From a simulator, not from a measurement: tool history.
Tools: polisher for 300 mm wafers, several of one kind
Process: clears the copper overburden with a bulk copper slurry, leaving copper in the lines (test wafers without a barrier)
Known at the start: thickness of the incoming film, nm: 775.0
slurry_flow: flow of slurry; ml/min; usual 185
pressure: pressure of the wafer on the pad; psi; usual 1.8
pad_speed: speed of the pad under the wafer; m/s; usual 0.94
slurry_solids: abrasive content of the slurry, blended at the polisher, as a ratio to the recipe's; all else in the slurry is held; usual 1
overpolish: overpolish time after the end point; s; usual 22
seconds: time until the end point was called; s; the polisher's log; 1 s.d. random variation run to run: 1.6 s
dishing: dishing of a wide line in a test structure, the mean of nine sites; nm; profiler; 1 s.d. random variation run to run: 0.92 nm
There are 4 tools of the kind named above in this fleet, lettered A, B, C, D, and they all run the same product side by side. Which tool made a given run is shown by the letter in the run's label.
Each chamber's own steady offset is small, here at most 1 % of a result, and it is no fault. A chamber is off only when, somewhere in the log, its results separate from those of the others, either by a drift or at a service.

-- hour=6.3 chamber C: slurry blender recalibrated
run 1D hour=13.0 | slurry_flow=185 pressure=1.8 pad_speed=0.94 slurry_solids=1 overpolish=22 | seconds=162.55 dishing=56.521
-- hour=19.9 chamber D: slurry blender recalibrated
run 2A hour=23.0 | slurry_flow=185 pressure=1.8 pad_speed=0.94 slurry_solids=1 overpolish=22 | seconds=158.26 dishing=55.745
-- hour=30.5 chamber B: worn pad replaced by a new one
run 3B hour=34.6 | slurry_flow=185 pressure=1.8 pad_speed=0.94 slurry_solids=1 overpolish=22 | seconds=154.50 dishing=57.595
-- hour=45.1 chamber A: worn pad replaced by a new one
run 4C hour=46.7 | slurry_flow=185 pressure=1.8 pad_speed=0.94 slurry_solids=1 overpolish=22 | seconds=156.24 dishing=55.462
run 5A hour=58.6 | slurry_flow=185 pressure=1.8 pad_speed=0.94 slurry_solids=1 overpolish=22 | seconds=156.88 dishing=55.605
-- hour=62.9 chamber B: slurry blender recalibrated
run 6D hour=66.0 | slurry_flow=185 pressure=1.8 pad_speed=0.94 slurry_solids=1 overpolish=22 | seconds=160.01 dishing=54.702
run 7B hour=78.1 | slurry_flow=185 pressure=1.8 pad_speed=0.94 slurry_solids=1 overpolish=22 | seconds=159.00 dishing=56.064
-- hour=84.5 chamber D: slurry nozzle cleaned
run 8C hour=87.5 | slurry_flow=185 pressure=1.8 pad_speed=0.94 slurry_solids=1 overpolish=22 | seconds=156.87 dishing=55.952
-- hour=93.4 chamber B: slurry nozzle cleaned
run 9A hour=96.6 | slurry_flow=185 pressure=1.8 pad_speed=0.94 slurry_solids=1 overpolish=22 | seconds=158.89 dishing=56.045
-- hour=100.2 chamber A: slurry blender recalibrated
run 10C hour=103.4 | slurry_flow=185 pressure=1.8 pad_speed=0.94 slurry_solids=1 overpolish=22 | seconds=160.47 dishing=54.110
-- hour=107.9 chamber A: head pressure recalibrated
run 11B hour=111.7 | slurry_flow=185 pressure=1.8 pad_speed=0.94 slurry_solids=1 overpolish=22 | seconds=156.48 dishing=56.708
-- hour=117.0 chamber C: slurry blender recalibrated
run 12D hour=118.0 | slurry_flow=185 pressure=1.8 pad_speed=0.94 slurry_solids=1 overpolish=22 | seconds=157.31 dishing=57.117
-- hour=119.4 chamber B: worn pad replaced by a new one
run 13D hour=128.9 | slurry_flow=185 pressure=1.8 pad_speed=0.94 slurry_solids=1 overpolish=22 | seconds=157.65 dishing=55.451
run 14B hour=137.5 | slurry_flow=185 pressure=1.8 pad_speed=0.94 slurry_solids=1 overpolish=22 | seconds=158.60 dishing=57.095
run 15A hour=144.3 | slurry_flow=185 pressure=1.8 pad_speed=0.94 slurry_solids=1 overpolish=22 | seconds=160.44 dishing=56.683
run 16C hour=155.6 | slurry_flow=185 pressure=1.8 pad_speed=0.94 slurry_solids=1 overpolish=22 | seconds=158.08 dishing=55.661
-- hour=157.4 chamber C: worn pad replaced by a new one
run 17C hour=164.9 | slurry_flow=185 pressure=1.8 pad_speed=0.94 slurry_solids=1 overpolish=22 | seconds=155.82 dishing=55.015
-- hour=168.2 chamber A: worn pad replaced by a new one
run 18D hour=174.3 | slurry_flow=185 pressure=1.8 pad_speed=0.94 slurry_solids=1 overpolish=22 | seconds=158.44 dishing=57.214
run 19A hour=180.6 | slurry_flow=185 pressure=1.8 pad_speed=0.94 slurry_solids=1 overpolish=22 | seconds=157.12 dishing=55.908
-- hour=185.0 chamber B: slurry blender recalibrated
run 20B hour=188.3 | slurry_flow=185 pressure=1.8 pad_speed=0.94 slurry_solids=1 overpolish=22 | seconds=158.31 dishing=55.105
-- hour=200.5 chamber B: worn pad replaced by a new one
run 21A hour=201.0 | slurry_flow=185 pressure=1.8 pad_speed=0.94 slurry_solids=1 overpolish=34 | seconds=156.24 dishing=68.063
-- hour=201.9 chamber C: slurry nozzle cleaned
run 22D hour=211.6 | slurry_flow=185 pressure=1.8 pad_speed=0.94 slurry_solids=1 overpolish=34 | seconds=162.12 dishing=68.874
run 23C hour=224.1 | slurry_flow=185 pressure=1.8 pad_speed=0.94 slurry_solids=1 overpolish=34 | seconds=158.38 dishing=70.223
-- hour=227.8 chamber C: slurry blender recalibrated
run 24B hour=229.8 | slurry_flow=185 pressure=1.8 pad_speed=0.94 slurry_solids=1 overpolish=34 | seconds=159.12 dishing=69.784
-- hour=230.6 chamber D: worn pad replaced by a new one
run 25C hour=237.7 | slurry_flow=185 pressure=1.8 pad_speed=0.94 slurry_solids=1 overpolish=22 | seconds=157.94 dishing=55.039
run 26B hour=245.7 | slurry_flow=185 pressure=1.8 pad_speed=0.94 slurry_solids=1 overpolish=22 | seconds=156.07 dishing=56.577
run 27D hour=258.0 | slurry_flow=185 pressure=1.8 pad_speed=0.94 slurry_solids=1 overpolish=22 | seconds=157.63 dishing=55.745
run 28A hour=270.0 | slurry_flow=185 pressure=1.8 pad_speed=0.94 slurry_solids=1 overpolish=22 | seconds=158.72 dishing=55.837
-- hour=271.7 chamber A: worn pad replaced by a new one
run 29C hour=281.0 | slurry_flow=185 pressure=1.8 pad_speed=0.94 slurry_solids=1 overpolish=22 | seconds=158.18 dishing=53.561
-- hour=284.8 chamber B: slurry blender recalibrated
run 30A hour=289.5 | slurry_flow=185 pressure=1.8 pad_speed=0.94 slurry_solids=1 overpolish=22 | seconds=157.20 dishing=56.455
-- hour=294.3 chamber B: worn pad replaced by a new one
run 31D hour=298.2 | slurry_flow=185 pressure=1.8 pad_speed=0.94 slurry_solids=1 overpolish=22 | seconds=161.29 dishing=57.036
run 32B hour=310.9 | slurry_flow=185 pressure=1.8 pad_speed=0.94 slurry_solids=1 overpolish=22 | seconds=158.47 dishing=54.589
run 33C hour=320.4 | slurry_flow=185 pressure=1.8 pad_speed=0.94 slurry_solids=1 overpolish=22 | seconds=157.17 dishing=54.846
run 34D hour=326.6 | slurry_flow=185 pressure=1.8 pad_speed=0.94 slurry_solids=1 overpolish=22 | seconds=160.54 dishing=56.810
-- hour=330.2 chamber A: slurry blender recalibrated
run 35A hour=337.9 | slurry_flow=185 pressure=1.8 pad_speed=0.94 slurry_solids=1 overpolish=22 | seconds=156.74 dishing=55.819
run 36B hour=350.3 | slurry_flow=160 pressure=1.8 pad_speed=1.16 slurry_solids=1 overpolish=22 | seconds=132.13 dishing=60.154
run 37A hour=356.0 | slurry_flow=160 pressure=1.8 pad_speed=1.16 slurry_solids=1 overpolish=22 | seconds=129.92 dishing=62.526

For the next run the whole fleet of 4 chambers uses the same settings. Give each chamber's results:
run 38A hour=365.4 | slurry_flow=185 pressure=1.8 pad_speed=0.94 slurry_solids=1 overpolish=22 | seconds=? dishing=?
run 38B hour=365.4 | slurry_flow=185 pressure=1.8 pad_speed=0.94 slurry_solids=1 overpolish=22 | seconds=? dishing=?
run 38C hour=365.4 | slurry_flow=185 pressure=1.8 pad_speed=0.94 slurry_solids=1 overpolish=22 | seconds=? dishing=?
run 38D hour=365.4 | slurry_flow=185 pressure=1.8 pad_speed=0.94 slurry_solids=1 overpolish=22 | seconds=? dishing=?

run=38A seconds=157.80 dishing=56.273
run=38B seconds=157.40 dishing=56.967
run=38C seconds=160.83 dishing=55.007
run=38D seconds=158.25 dishing=55.449
